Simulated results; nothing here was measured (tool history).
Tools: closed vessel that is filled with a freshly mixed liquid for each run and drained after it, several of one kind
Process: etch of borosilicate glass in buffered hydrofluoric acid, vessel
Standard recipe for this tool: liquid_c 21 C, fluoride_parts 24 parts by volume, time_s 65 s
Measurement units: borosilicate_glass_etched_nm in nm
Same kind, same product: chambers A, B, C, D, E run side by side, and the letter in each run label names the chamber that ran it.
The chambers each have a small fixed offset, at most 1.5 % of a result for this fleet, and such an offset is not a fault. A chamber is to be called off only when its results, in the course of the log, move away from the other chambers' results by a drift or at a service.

| run | hour | liquid_c | fluoride_parts | time_s | hours since the thermometer was replaced | hours since the hydrofluoric acid flow meter was replaced | read-back film thickness of the borosilicate glass reference wafer, read on the same gauge (nm) | borosilicate_glass_etched_nm |
|---|---|---|---|---|---|---|---|---|
| 1D | 2.3 | 21 | 24 | 65 | 1367.8 | 1622.5 | 120 | 30.517 |
| 2A | 6.6 | 21 | 24 | 65 | 415.3 | 477.9 | 120.01 | 31.168 |
| 3C | 10.5 | 21 | 24 | 65 | 563.1 | 1421.3 | 120.01 | 30.346 |
| 4E | 14.8 | 21 | 24 | 65 | 532.6 | 21.5 | 119.99 | 30.363 |
| 5B | 17 | 21 | 24 | 65 | 176.4 | 861.6 | 119.99 | 30.206 |
| 6D | 20.8 | 21 | 24 | 65 | 1386.3 | 1641 | 120.02 | 30.615 |
| 7A | 24.2 | 21 | 24 | 65 | 432.9 | 495.5 | 120.01 | 30.894 |
| 8B | 26.3 | 21 | 24 | 65 | 185.7 | 870.9 | 120.02 | 30.19 |
| 9E | 29 | 21 | 24 | 65 | 546.8 | 35.7 | 120.02 | 30.331 |
| 10C | 31.5 | 21 | 24 | 65 | 584.1 | 1442.3 | 119.99 | 30.518 |
| 11A | 34.3 | 21 | 24 | 65 | 443 | 505.6 | 120.01 | 31.013 |
| 12B | 38.2 | 21 | 24 | 65 | 197.6 | 882.8 | 120 | 30.192 |
| 13D | 42 | 21 | 24 | 65 | 1407.5 | 1662.2 | 120 | 30.537 |
| 14E | 45.2 | 21 | 24 | 65 | 563 | 51.9 | 120 | 30.26 |
| 15C | 47.9 | 21 | 24 | 65 | 600.5 | 1458.7 | 120 | 30.516 |
| 16C | 50 | 21 | 24 | 65 | 602.6 | 1460.8 | 120 | 30.647 |
| 17A | 52.2 | 21 | 24 | 65 | 460.9 | 523.5 | 119.99 | 31.04 |
| 18D | 56.3 | 21 | 24 | 95 | 1421.8 | 1676.5 | 120 | 44.912 |
|  | 59.3 | chamber D: hydrofluoric acid flow meter replaced |
| 19B | 60.3 | 21 | 24 | 95 | 219.7 | 904.9 | 120 | 44.584 |
| 20E | 64.7 | 21 | 24 | 95 | 582.5 | 71.4 | 120 | 44.285 |
| 21D | 66.7 | 21 | 24 | 95 | 1432.2 | 7.4 | 120.01 | 44.951 |
| 22C | 69.4 | 21 | 24 | 95 | 622 | 1480.2 | 120 | 44.464 |
| 23B | 72.7 | 21 | 24 | 65 | 232.1 | 917.3 | 120 | 30.806 |
| 24E | 75.5 | 17 | 24 | 90 | 593.3 | 82.2 | 120 | 33.145 |
| 25A | 79.2 | 17 | 24 | 90 | 487.9 | 550.5 | 120.03 | 34.211 |
| 26B | 82.8 | 17 | 24 | 90 | 242.2 | 927.4 | 120.02 | 34.26 |
| 27A | 84.8 | 17 | 24 | 90 | 493.5 | 556.1 | 119.99 | 34.12 |
| 28D | 86.9 | 17 | 24 | 90 | 1452.4 | 27.6 | 120 | 33.83 |
| 29E | 89.3 | 21 | 24 | 65 | 607.1 | 96 | 120.01 | 30.363 |
| 30C | 92.7 | 21 | 24 | 65 | 645.3 | 1503.5 | 120 | 30.617 |
| 31B | 96.8 | 21 | 24 | 65 | 256.2 | 941.4 | 120.01 | 31.118 |
| 32D | 99.3 | 21 | 24 | 65 | 1464.8 | 40 | 120.01 | 30.637 |
| 33A | 102.8 | 21 | 24 | 65 | 511.5 | 574.1 | 120.02 | 30.985 |
| 34C | 106.4 | 21 | 24 | 65 | 659 | 1517.2 | 120.01 | 30.629 |
| 35E | 109.9 | 21 | 24 | 65 | 627.7 | 116.6 | 120.01 | 30.248 |
| 36A | 114 | 21 | 24 | 65 | 522.7 | 585.3 | 119.97 | 31.028 |
| 37E | 117 | 21 | 24 | 65 | 634.8 | 123.7 | 119.99 | 30.311 |
| 38C | 120.4 | 25 | 16.5 | 65 | 673 | 1531.2 | 119.99 | 52.177 |
| 39B | 122.7 | 25 | 16.5 | 65 | 282.1 | 967.3 | 120.02 | 54.309 |

All chambers now run identical settings, listed one chamber a line with results as question marks. What results will each chamber show?
| 40A | 125.8 | 21 | 19 | 65 |  |  |  | ? |
| 40B | 125.8 | 21 | 19 | 65 |  |  |  | ? |
| 40C | 125.8 | 21 | 19 | 65 |  |  |  | ? |
| 40D | 125.8 | 21 | 19 | 65 |  |  |  | ? |
| 40E | 125.8 | 21 | 19 | 65 |  |  |  | ? |

| run | borosilicate_glass_etched_nm |
|---|---|
| 40A | 37.085 |
| 40B | 37.887 |
| 40C | 36.546 |
| 40D | 36.788 |
| 40E | 35.937 |
